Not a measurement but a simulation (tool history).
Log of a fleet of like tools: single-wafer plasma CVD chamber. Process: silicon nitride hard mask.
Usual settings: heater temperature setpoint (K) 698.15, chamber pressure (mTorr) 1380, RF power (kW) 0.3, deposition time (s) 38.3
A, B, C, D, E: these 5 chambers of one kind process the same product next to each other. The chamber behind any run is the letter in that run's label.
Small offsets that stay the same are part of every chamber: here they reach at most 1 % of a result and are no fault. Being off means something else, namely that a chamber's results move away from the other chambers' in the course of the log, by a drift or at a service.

run,day,heater temperature setpoint (K),chamber pressure (mTorr),RF power (kW),deposition time (s),"read-back reference wafer on the same gauge, thickness_nm",mean film thickness on the monitor wafer (angstrom)
1D,0.167,698.15,1380,0.3,38.3,40.791,416.45
2C,0.379,698.15,1380,0.3,38.3,40.787,417.74
# day 0.392: chamber C: capacitance manometer re-zeroed and calibrated
3E,0.483,698.15,1380,0.3,38.3,40.794,415.87
4B,0.65,698.15,1380,0.3,38.3,40.797,416.92
5A,0.862,698.15,1380,0.3,38.3,40.768,417.44
6C,0.992,698.15,1680,0.3,38.3,40.813,443.1
7D,1.096,698.15,1680,0.3,38.3,40.825,442.39
8B,1.2,698.15,1680,0.3,38.3,40.777,440.95
9E,1.312,698.15,1680,0.3,38.3,40.787,438.59
10A,1.512,698.15,1680,0.3,38.3,40.795,441.59
11A,1.733,698.15,1380,0.3,38.3,40.797,418.23
12B,1.9,698.15,1380,0.3,38.3,40.813,416.85
13C,2.092,691.15,1490,0.3,38.3,40.785,427.47
14D,2.246,691.15,1490,0.3,38.3,40.813,427.73
15E,2.35,691.15,1490,0.3,38.3,40.833,425.45
16B,2.475,691.15,1490,0.3,38.3,40.807,428.87
17E,2.592,691.15,1490,0.3,38.3,40.825,425.65
18A,2.721,698.15,1380,0.3,38.3,40.765,417.62
19D,2.85,698.15,1380,0.3,38.3,40.773,417.85
20C,3.071,698.15,1380,0.3,38.3,40.808,418.1
21B,3.217,698.15,1380,0.3,38.3,40.793,417.56
22C,3.429,698.15,1380,0.3,38.3,40.806,418.4
23A,3.546,698.15,1380,0.3,38.3,40.804,416.85
24E,3.65,698.15,1380,0.3,38.3,40.811,416.34
25D,3.767,698.15,1380,0.3,38.3,40.784,416.94
26B,3.975,698.15,1380,0.3,38.3,40.797,418.32
27E,4.142,698.15,1380,0.355,38.3,40.782,463.19
28D,4.308,698.15,1380,0.355,38.3,40.819,464.82
29A,4.462,698.15,1380,0.355,38.3,40.801,465.46
30C,4.629,698.15,1380,0.355,38.3,40.813,465.24
31B,4.812,698.15,1380,0.355,38.3,40.771,464.61
32D,4.988,698.15,1380,0.26,38.3,40.812,375.75
33A,5.175,698.15,1380,0.26,38.3,40.84,380.31
34E,5.3,698.15,1380,0.26,38.3,40.803,377.36
35C,5.517,698.15,1380,0.26,38.3,40.804,380.44
36D,5.725,698.15,1380,0.26,38.3,40.797,374.97
37C,5.95,698.15,1380,0.3,38.3,40.807,418.16
38B,6.092,698.15,1380,0.3,38.3,40.812,417.5
39E,6.217,698.15,1380,0.3,38.3,40.809,415.97
40A,6.367,698.15,1380,0.3,38.3,40.828,418.03
41D,6.504,698.15,1380,0.3,38.3,40.823,416.43
42A,6.617,698.15,1380,0.3,38.3,40.798,419.52
43E,6.721,698.15,1380,0.3,38.3,40.805,415.83
44C,6.858,698.15,1380,0.3,38.3,40.789,420.52

Does one chamber stand apart from the rest, does the shared gauge drift, or is all well apart from small per-chamber offsets? Give the chamber and the most likely cause, where there is one.

Neither any chamber nor the gauge drifts; the chambers differ only by their own small, steady offsets.

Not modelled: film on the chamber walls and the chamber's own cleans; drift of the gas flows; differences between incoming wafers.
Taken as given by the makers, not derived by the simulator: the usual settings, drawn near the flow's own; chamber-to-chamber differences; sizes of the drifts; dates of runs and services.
